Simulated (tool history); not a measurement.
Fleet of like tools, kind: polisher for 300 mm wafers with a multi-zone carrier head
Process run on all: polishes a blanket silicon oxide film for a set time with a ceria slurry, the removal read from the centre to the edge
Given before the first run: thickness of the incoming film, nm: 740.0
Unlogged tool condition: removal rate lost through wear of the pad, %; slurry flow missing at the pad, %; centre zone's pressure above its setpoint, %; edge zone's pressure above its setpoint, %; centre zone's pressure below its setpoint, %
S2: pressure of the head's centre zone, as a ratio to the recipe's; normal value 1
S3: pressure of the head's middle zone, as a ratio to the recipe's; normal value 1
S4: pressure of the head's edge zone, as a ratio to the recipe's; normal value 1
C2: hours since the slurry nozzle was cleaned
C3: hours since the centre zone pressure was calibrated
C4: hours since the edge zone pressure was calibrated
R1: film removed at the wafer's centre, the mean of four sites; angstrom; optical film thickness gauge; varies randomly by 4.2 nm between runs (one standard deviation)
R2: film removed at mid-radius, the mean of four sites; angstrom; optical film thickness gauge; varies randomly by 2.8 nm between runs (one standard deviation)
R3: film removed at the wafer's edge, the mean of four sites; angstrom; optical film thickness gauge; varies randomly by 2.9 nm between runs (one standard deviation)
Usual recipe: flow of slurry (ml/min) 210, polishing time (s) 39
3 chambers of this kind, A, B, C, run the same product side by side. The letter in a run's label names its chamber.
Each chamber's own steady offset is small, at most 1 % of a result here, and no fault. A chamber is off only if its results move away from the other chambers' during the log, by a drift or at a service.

At hour 2.5: chamber C: edge zone pressure recalibrated.
Run 1B, hour 3.5: usual settings; wafers polished on this pad 705; C2 75.1; C3 970.4; C4 186.3. Result: R1 2912.4 angstrom, R2 2903.5 angstrom, R3 2916.2 angstrom.
Run 2C, hour 10.5: usual settings; wafers polished on this pad 938; C2 340.5; C3 413.5; C4 8. Result: R1 2890.6 angstrom, R2 2881.7 angstrom, R3 2939.1 angstrom.
Run 3A, hour 16.5: usual settings; wafers polished on this pad 780; C2 219.3; C3 903.3; C4 588.9. Result: R1 2903 angstrom, R2 2906.5 angstrom, R3 2927.9 angstrom.
Run 4C, hour 20: usual settings; wafers polished on this pad 1017; C2 350; C3 423; C4 17.5. Result: R1 2866.4 angstrom, R2 2866.7 angstrom, R3 2893.2 angstrom.
Run 5B, hour 27.6: usual settings; wafers polished on this pad 904; C2 99.2; C3 994.5; C4 210.4. Result: R1 2851.4 angstrom, R2 2881 angstrom, R3 2919.9 angstrom.
Run 6A, hour 34: usual settings; wafers polished on this pad 924; C2 236.8; C3 920.8; C4 606.4. Result: R1 2806.2 angstrom, R2 2879.3 angstrom, R3 2872.8 angstrom.
Run 7C, hour 38: usual settings; wafers polished on this pad 1165; C2 368; C3 441; C4 35.5. Result: R1 2815.5 angstrom, R2 2854.4 angstrom, R3 2868 angstrom.
At hour 39.5: chamber A: worn pad replaced by a new one.
Run 8B, hour 45: usual settings but flow of slurry (ml/min) 260, polishing time (s) 47; wafers polished on this pad 1048; C2 116.6; C3 1011.9; C4 227.8. Result: R1 3609.8 angstrom, R2 3608 angstrom, R3 3584.7 angstrom.
Run 9A, hour 49.8: usual settings but flow of slurry (ml/min) 260, polishing time (s) 47; wafers polished on this pad 85; C2 252.6; C3 936.6; C4 622.2. Result: R1 3569.1 angstrom, R2 3629.6 angstrom, R3 3588.8 angstrom.
Run 10B, hour 54.5: usual settings but flow of slurry (ml/min) 260, polishing time (s) 47; wafers polished on this pad 1126; C2 126.1; C3 1021.4; C4 237.3. Result: R1 3654.8 angstrom, R2 3604.2 angstrom, R3 3577.2 angstrom.
Run 11A, hour 59.5: usual settings; wafers polished on this pad 165; C2 262.3; C3 946.3; C4 631.9. Result: R1 2891.1 angstrom, R2 2944 angstrom, R3 2929.4 angstrom.
Run 12C, hour 66.1: usual settings; wafers polished on this pad 1397; C2 396.1; C3 469.1; C4 63.6. Result: R1 2877.9 angstrom, R2 2911.6 angstrom, R3 2921.2 angstrom.
At hour 66.6: chamber B: worn pad replaced by a new one.
Run 13C, hour 71.7: usual settings; wafers polished on this pad 1443; C2 401.7; C3 474.7; C4 69.2. Result: R1 2884.9 angstrom, R2 2899.9 angstrom, R3 2906.2 angstrom.
At hour 72.9: chamber C: worn pad replaced by a new one.
Run 14A, hour 75.7: usual settings; wafers polished on this pad 299; C2 278.5; C3 962.5; C4 648.1. Result: R1 2937.6 angstrom, R2 2907.3 angstrom, R3 2857.9 angstrom.
At hour 76.3: chamber C: slurry nozzle cleaned.
Run 15B, hour 81.9: usual settings; wafers polished on this pad 126; C2 153.5; C3 1048.8; C4 264.7. Result: R1 2917 angstrom, R2 2900.5 angstrom, R3 2914.1 angstrom.
Run 16A, hour 86.9: usual settings but flow of slurry (ml/min) 255, S3 1.07; wafers polished on this pad 391; C2 289.7; C3 973.7; C4 659.3. Result: R1 3005 angstrom, R2 3213.8 angstrom, R3 2982.6 angstrom.
Run 17B, hour 94.5: usual settings but flow of slurry (ml/min) 255, S3 1.07; wafers polished on this pad 230; C2 166.1; C3 1061.4; C4 277.3. Result: R1 2990.1 angstrom, R2 3155.4 angstrom, R3 2966.7 angstrom.
Run 18C, hour 98.8: usual settings but flow of slurry (ml/min) 255, S3 1.07; wafers polished on this pad 213; C2 22.6; C3 501.8; C4 96.3. Result: R1 2955.1 angstrom, R2 3164.3 angstrom, R3 2986.1 angstrom.
Run 19B, hour 104.5: usual settings; wafers polished on this pad 312; C2 176.1; C3 1071.4; C4 287.3. Result: R1 2909 angstrom, R2 2944.6 angstrom, R3 2847.7 angstrom.
At hour 111.5: chamber B: centre zone pressure recalibrated.
Run 20A, hour 111.8: usual settings but S2 0.9, S3 1.08; wafers polished on this pad 596; C2 314.6; C3 998.6; C4 684.2. Result: R1 2620.9 angstrom, R2 3148 angstrom, R3 2925.4 angstrom.
Run 21C, hour 119.2: usual settings but S2 0.9, S3 1.08; wafers polished on this pad 382; C2 43; C3 522.2; C4 116.7. Result: R1 2539.1 angstrom, R2 3124.5 angstrom, R3 2915.4 angstrom.
Run 22B, hour 124.3: usual settings but S2 0.9, S3 1.08; wafers polished on this pad 476; C2 195.9; C3 12.8; C4 307.1. Result: R1 2288.6 angstrom, R2 3132 angstrom, R3 2947.5 angstrom.
At hour 127.5: chamber A: centre zone pressure recalibrated.
Run 23C, hour 129.5: usual settings; wafers polished on this pad 466; C2 53.3; C3 532.5; C4 127. Result: R1 2859.9 angstrom, R2 2886.8 angstrom, R3 2855.5 angstrom.
Run 24A, hour 137.2: usual settings; wafers polished on this pad 806; C2 340; C3 9.8; C4 709.6. Result: R1 2849.2 angstrom, R2 2893.4 angstrom, R3 2891.8 angstrom.
At hour 140: chamber A: worn pad replaced by a new one.
Run 25C, hour 143.1: usual settings; wafers polished on this pad 579; C2 66.9; C3 546.1; C4 140.6. Result: R1 2875.1 angstrom, R2 2875.8 angstrom, R3 2843.5 angstrom.
Run 26B, hour 148.3: usual settings but flow of slurry (ml/min) 140, polishing time (s) 30; wafers polished on this pad 674; C2 219.9; C3 36.8; C4 331.1. Result: R1 1811.6 angstrom, R2 2102.5 angstrom, R3 2119.5 angstrom.
Run 27A, hour 152.5: usual settings but flow of slurry (ml/min) 140, polishing time (s) 30; wafers polished on this pad 103; C2 355.3; C3 25.1; C4 724.9. Result: R1 2104.4 angstrom, R2 2095.7 angstrom, R3 2157.9 angstrom.
Run 28A, hour 158.1: usual settings but flow of slurry (ml/min) 140, polishing time (s) 30; wafers polished on this pad 149; C2 360.9; C3 30.7; C4 730.5. Result: R1 2066.4 angstrom, R2 2077.9 angstrom, R3 2123.4 angstrom.
Run 29C, hour 166: usual settings; wafers polished on this pad 768; C2 89.8; C3 569; C4 163.5. Result: R1 2857.7 angstrom, R2 2903.2 angstrom, R3 2909.3 angstrom.
Run 30B, hour 171.6: usual settings; wafers polished on this pad 866; C2 243.2; C3 60.1; C4 354.4. Result: R1 2551.1 angstrom, R2 2879.9 angstrom, R3 2940.7 angstrom.
Run 31A, hour 179.2: usual settings; wafers polished on this pad 323; C2 382; C3 51.8; C4 751.6. Result: R1 2926.9 angstrom, R2 2931.2 angstrom, R3 2938.6 angstrom.
Run 32C, hour 186.1: usual settings; wafers polished on this pad 933; C2 109.9; C3 589.1; C4 183.6. Result: R1 2826.3 angstrom, R2 2857.4 angstrom, R3 2890.2 angstrom.
Run 33B, hour 191.9: usual settings; wafers polished on this pad 1033; C2 263.5; C3 80.4; C4 374.7. Result: R1 2555.9 angstrom, R2 2883 angstrom, R3 2961.8 angstrom.
Run 34C, hour 196.8: usual settings; wafers polished on this pad 1022; C2 120.6; C3 599.8; C4 194.3. Result: R1 2905.3 angstrom, R2 2896.3 angstrom, R3 2894.1 angstrom.
Run 35A, hour 202.9: usual settings; wafers polished on this pad 519; C2 405.7; C3 75.5; C4 775.3. Result: R1 2876.4 angstrom, R2 2913.8 angstrom, R3 2877 angstrom.
At hour 209.1: chamber B: worn pad replaced by a new one.
Run 36B, hour 210.1: usual settings but S2 1.08, S3 0.89; wafers polished on this pad 9; C2 281.7; C3 98.6; C4 392.9. Result: R1 2800.8 angstrom, R2 2596.1 angstrom, R3 2858.8 angstrom.
Run 37A, hour 217.6: usual settings but S2 1.08, S3 0.89; wafers polished on this pad 640; C2 420.4; C3 90.2; C4 790. Result: R1 3128.5 angstrom, R2 2633.9 angstrom, R3 2904.3 angstrom.

What goes on in this fleet: one chamber off, a drifting gauge, or nothing beyond the chambers' own small offsets? Name the chamber and the cause, if any.

Chamber B has stood off from the others ever since a service on it.
Likeliest cause: centre zone's pressure below its setpoint, % = 10.2.

Which of the 4 candidates below, each the usual settings with something changed and its results left as question marks, puts chamber B back in line with what the other chambers give on the usual settings?
In-line tolerance around the mean of the other chambers on the usual settings: R1 150 angstrom; R2 97 angstrom; R3 100 angstrom
Run 38B-1, hour 223.2: usual settings but flow of slurry (ml/min) 205, S2 0.91, S3 1.01, S4 1.03. Result: R1 ?, R2 ?, R3 ?.
Run 38B-2, hour 223.2: usual settings but flow of slurry (ml/min) 200, S2 0.85, S3 1.02, S4 1.06, polishing time (s) 38. Result: R1 ?, R2 ?, R3 ?.
Run 38B-3, hour 223.2: usual settings but flow of slurry (ml/min) 215, S2 1.09, S3 0.99, S4 0.97. Result: R1 ?, R2 ?, R3 ?.
Run 38B-4, hour 223.2: usual settings but flow of slurry (ml/min) 225, S2 1.16, S3 0.98, S4 0.94, polishing time (s) 40. Result: R1 ?, R2 ?, R3 ?.

On the usual settings, the other chambers give on average: R1 2887.1 angstrom; R2 2909.2 angstrom; R3 2902.2 angstrom
  run      R1      R2      R3
38B-1  2282.6  2935.8  2963.3
38B-2  2049.1  2877.2  2923.2
38B-3  2816.9  2898.8  2887.8
38B-4  3116.3  2962.3  2928.7
The answer is 38B-3, which returns the chamber to within the allowed miss of the others.
